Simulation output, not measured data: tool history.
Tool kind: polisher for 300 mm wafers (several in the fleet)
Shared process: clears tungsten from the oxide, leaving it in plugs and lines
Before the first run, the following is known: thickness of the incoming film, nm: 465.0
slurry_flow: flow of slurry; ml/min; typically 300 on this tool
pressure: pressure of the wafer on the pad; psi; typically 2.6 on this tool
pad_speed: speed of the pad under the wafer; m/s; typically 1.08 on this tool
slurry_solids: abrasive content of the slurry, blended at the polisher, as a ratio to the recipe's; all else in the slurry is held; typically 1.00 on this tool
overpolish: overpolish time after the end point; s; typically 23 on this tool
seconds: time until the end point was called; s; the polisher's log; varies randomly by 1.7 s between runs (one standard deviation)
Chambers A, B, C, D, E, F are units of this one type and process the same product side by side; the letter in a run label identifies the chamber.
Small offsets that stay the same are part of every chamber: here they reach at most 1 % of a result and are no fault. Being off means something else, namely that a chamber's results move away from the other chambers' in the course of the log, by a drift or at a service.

run,day,slurry_flow,pressure,pad_speed,slurry_solids,overpolish,wafers polished on this pad,hours since the slurry nozzle was cleaned,hours since the head pressure was calibrated,hours since the slurry blender was calibrated,hours since the slurry got fresh peroxide,seconds
# day 0.042: chamber B: worn pad replaced by a new one
# day 0.062: chamber B: slurry tank refilled with fresh slurry and peroxide
# day 0.225: chamber E: slurry blender recalibrated
1C,0.258,300,2.6,1.08,1.00,23,643,707.8,295.9,31.9,6.3,132.71
# day 0.429: chamber A: slurry nozzle cleaned
2D,0.525,300,2.6,1.08,1.00,23,229,263.2,329.5,62.2,65.6,131.35
# day 0.604: chamber B: slurry blender recalibrated
3A,0.762,300,2.6,1.08,1.00,23,1113,8.0,708.7,140.8,18.3,131.61
# day 0.779: chamber F: worn pad replaced by a new one
# day 0.817: chamber A: slurry blender recalibrated
4B,1.025,300,2.6,1.08,1.00,23,174,137.2,747.8,10.1,23.1,133.21
5E,1.404,300,2.6,1.08,1.00,23,735,110.6,936.0,28.4,77.3,130.05
# day 1.521: chamber F: slurry tank refilled with fresh slurry and peroxide
6F,1.646,300,2.6,1.08,1.00,23,153,84.2,279.5,273.8,3.1,131.00
7B,1.825,300,2.6,1.08,1.00,23,316,156.4,767.0,29.3,42.3,132.37
# day 1.883: chamber C: worn pad replaced by a new one
8F,2.133,300,2.6,1.08,1.00,23,240,95.9,291.2,285.5,14.8,131.81
# day 2.175: chamber A: worn pad replaced by a new one
# day 2.217: chamber D: worn pad replaced by a new one
# day 2.325: chamber E: slurry tank refilled with fresh slurry and peroxide
9A,2.358,300,2.6,1.08,1.00,23,32,46.3,747.0,37.1,56.6,131.61
10E,2.621,300,2.6,0.96,1.00,28,951,139.8,965.2,57.6,7.2,144.04
11C,2.842,300,2.6,0.96,1.00,28,170,769.8,357.9,93.9,68.3,146.65
# day 3.167: chamber C: slurry tank refilled with fresh slurry and peroxide
# day 3.167: chamber A: head pressure recalibrated
12D,3.167,300,2.6,0.96,1.00,28,168,326.6,392.9,125.6,129.0,149.12
# day 3.412: chamber E: worn pad replaced by a new one
13E,3.550,300,2.6,0.96,1.00,28,24,162.1,987.5,79.9,29.5,147.96
14C,3.808,300,2.6,0.96,1.00,28,341,793.0,381.1,117.1,15.4,143.92
# day 3.975: chamber F: slurry tank refilled with fresh slurry and peroxide
15A,4.058,300,2.6,0.96,1.00,28,333,87.1,21.4,77.9,97.4,146.21
16F,4.392,300,2.6,1.08,1.00,23,640,150.1,345.4,339.7,10.1,131.04
17B,4.721,300,2.6,1.08,1.00,23,829,225.9,836.5,98.8,111.8,132.86
18D,4.908,300,2.6,1.08,1.00,23,477,368.4,434.7,167.4,170.8,134.84
# day 5.125: chamber A: slurry tank refilled with fresh slurry and peroxide
19E,5.158,300,2.6,1.08,1.00,23,309,200.7,1026.1,118.5,68.1,128.28
# day 5.167: chamber F: slurry blender recalibrated
# day 5.250: chamber D: worn pad replaced by a new one
20F,5.521,340,2.6,1.20,1.00,23,840,177.2,372.5,8.5,37.2,116.97
# day 5.588: chamber C: slurry blender recalibrated
# day 5.738: chamber F: worn pad replaced by a new one
21C,5.850,340,2.6,1.20,1.00,23,703,842.0,430.1,6.4,64.4,116.64
# day 5.917: chamber B: worn pad replaced by a new one
22D,6.154,340,2.6,1.20,1.00,23,160,398.3,464.6,197.3,200.7,125.92
23B,6.350,340,2.6,1.20,1.00,23,76,265.0,875.6,137.9,150.9,118.81
# day 6.362: chamber F: slurry tank refilled with fresh slurry and peroxide
# day 6.462: chamber A: slurry blender recalibrated
# day 6.471: chamber E: slurry tank refilled with fresh slurry and peroxide
# day 6.567: chamber C: slurry tank refilled with fresh slurry and peroxide
24A,6.733,340,2.6,1.20,1.00,23,808,151.3,85.6,6.5,38.7,115.42
25E,6.921,340,2.6,1.20,1.00,23,622,243.0,1068.4,160.8,10.9,116.61
# day 7.200: chamber B: slurry tank refilled with fresh slurry and peroxide
26A,7.296,300,2.6,1.08,1.00,23,907,164.8,99.1,20.0,52.2,133.63
27F,7.625,300,2.6,1.08,1.00,23,335,227.7,423.0,59.0,30.3,132.66
28B,7.838,300,2.6,1.08,1.00,23,340,300.7,911.3,173.6,15.3,130.91
# day 8.133: chamber C: worn pad replaced by a new one
29C,8.138,300,2.6,1.08,1.00,23,1,896.9,485.0,61.3,37.7,129.68
# day 8.229: chamber A: worn pad replaced by a new one
30D,8.392,300,2.6,1.08,1.00,23,557,452.0,518.3,251.0,254.4,141.03
31A,8.596,300,2.6,1.32,0.75,23,65,196.0,130.3,51.2,83.4,114.25
# day 8.633: chamber E: worn pad replaced by a new one
# day 8.679: chamber D: worn pad replaced by a new one
# day 8.750: chamber F: slurry nozzle cleaned
32C,8.942,300,2.6,1.32,0.75,23,144,916.2,504.3,80.6,57.0,114.11
33E,9.279,300,2.6,1.32,0.75,23,114,299.6,1125.0,217.4,67.5,112.51
# day 9.300: chamber F: slurry tank refilled with fresh slurry and peroxide
34B,9.575,300,2.6,1.32,0.75,23,648,342.4,953.0,215.3,57.0,117.34
35D,9.904,300,2.6,1.32,0.75,23,217,488.3,554.6,287.3,290.7,128.19
36F,10.175,300,2.6,1.32,0.75,23,787,34.3,484.2,120.2,21.1,114.28

Does one chamber stand apart from the rest, does the shared gauge drift, or is all well apart from small per-chamber offsets? Give the chamber and the most likely cause, where there is one.

Little by little, chamber D moves away from the other chambers.
Most likely cause: peroxide lost from the slurry, % = 25.4.
It could be hard to tell apart here from: head's pressure below its setpoint, %; abrasive missing from the slurry, %.

Which of the 4 candidates below, each the usual settings with something changed and its results left as question marks, puts chamber D back in line with what the other chambers give on the usual settings?
In-line tolerance around the mean of the other chambers on the usual settings: seconds 5.90 s
37D-1,10.450,300,3.2,1.08,1.00,23,,,,,,?
37D-2,10.450,295,2.4,0.98,1.00,23,,,,,,?
37D-3,10.450,300,2.5,1.02,1.00,23,,,,,,?
37D-4,10.450,305,2.6,1.20,1.00,23,,,,,,?

What the other chambers average on the usual settings: seconds 131.28 s
run,seconds
37D-1,119.53
37D-2,175.11
37D-3,161.41
37D-4,131.90
37D-4 is the one that brings the chamber's results back in line with the other chambers.
